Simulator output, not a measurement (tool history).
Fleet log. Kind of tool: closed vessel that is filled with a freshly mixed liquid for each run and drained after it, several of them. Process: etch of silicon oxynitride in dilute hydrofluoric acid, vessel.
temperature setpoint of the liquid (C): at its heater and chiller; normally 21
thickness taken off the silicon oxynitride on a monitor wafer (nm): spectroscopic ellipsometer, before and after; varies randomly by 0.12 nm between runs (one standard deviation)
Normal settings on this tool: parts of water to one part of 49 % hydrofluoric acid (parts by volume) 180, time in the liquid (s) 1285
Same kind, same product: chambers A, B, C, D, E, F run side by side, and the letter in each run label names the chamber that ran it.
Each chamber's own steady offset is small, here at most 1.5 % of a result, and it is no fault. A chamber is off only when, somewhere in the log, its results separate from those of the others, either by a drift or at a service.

run	day	temperature setpoint of the liquid (C)	parts of water to one part of 49 % hydrofluoric acid (parts by volume)	time in the liquid (s)	read-back film thickness of the silicon oxynitride reference wafer, read on the same gauge (nm)	thickness taken off the silicon oxynitride on a monitor wafer (nm)
1E	0.304	21	180	1285	150.01	16.9730
2A	0.671	21	180	1285	150.01	17.2530
3C	0.921	21	180	1285	150.03	17.3220
4F	1.458	21	180	1285	149.99	17.3390
# day 1.971: chamber A: hydrofluoric acid flow meter replaced
5D	1.988	21	180	1285	150.00	17.0300
6B	2.342	21	180	1285	150.02	17.1490
7E	2.775	21	180	1285	150.01	17.0400
8C	3.112	21	180	1285	149.99	17.0990
9D	3.417	21	180	1285	150.00	16.8920
10B	3.671	21	180	1285	149.99	17.1310
11A	4.233	21	180	1285	150.02	17.1530
12F	4.596	21	180	1285	150.02	16.8900
13A	4.925	21	235	1285	150.01	12.5320
14B	5.392	21	235	1285	149.99	12.8660
15E	5.838	21	235	1285	150.02	12.6200
16F	6.304	21	235	1285	150.00	12.5290
17D	6.867	21	235	1285	150.00	12.4830
18C	7.188	21	235	1285	149.98	12.5130
19B	7.600	21	180	1285	150.02	17.3480
20F	7.925	21	180	1285	150.01	16.9380
21E	8.483	21	180	1285	150.00	16.9710
22A	9.008	21	180	1285	150.03	17.1020
23C	9.442	21	245	1285	149.98	11.9950
24D	9.900	21	245	1285	150.00	11.8770
25A	10.383	21	245	1285	150.00	12.0490
# day 10.562: chamber B: hydrofluoric acid flow meter replaced
26F	10.775	21	245	1285	150.01	11.5200
27C	11.112	21	245	1285	149.99	12.0480
# day 11.271: chamber D: hydrofluoric acid flow meter replaced
28E	11.492	21	245	1285	149.99	12.0620
29B	11.904	21	180	1285	149.99	17.3180
30D	12.188	21	180	1285	149.98	16.9410
31B	12.575	21	180	1285	149.98	17.2070
32A	12.933	21	180	1285	149.99	17.2460
33C	13.450	21	180	1285	149.97	16.9830
34E	14.004	21	180	1285	149.99	16.9940
35F	14.329	21	180	1285	150.00	16.0450
36D	14.733	21	180	1285	149.99	17.0530
37A	15.196	21	180	1285	150.02	16.9320
38E	15.675	21	180	1285	149.97	17.1330
39C	16.167	21	180	1285	149.99	17.0830
40F	16.654	21	180	1285	150.02	15.6990
41B	17.179	21	180	1285	150.01	17.1360
42D	17.446	21	180	1285	149.99	16.9860

All chambers now run identical settings, listed one chamber a line with results as question marks. What results will each chamber show?
43A	17.854	21	180	665		?
43B	17.854	21	180	665		?
43C	17.854	21	180	665		?
43D	17.854	21	180	665		?
43E	17.854	21	180	665		?
43F	17.854	21	180	665		?

run	thickness taken off the silicon oxynitride on a monitor wafer (nm)
43A	8.8410
43B	8.9855
43C	8.9076
43D	8.7580
43E	8.8158
43F	8.1417
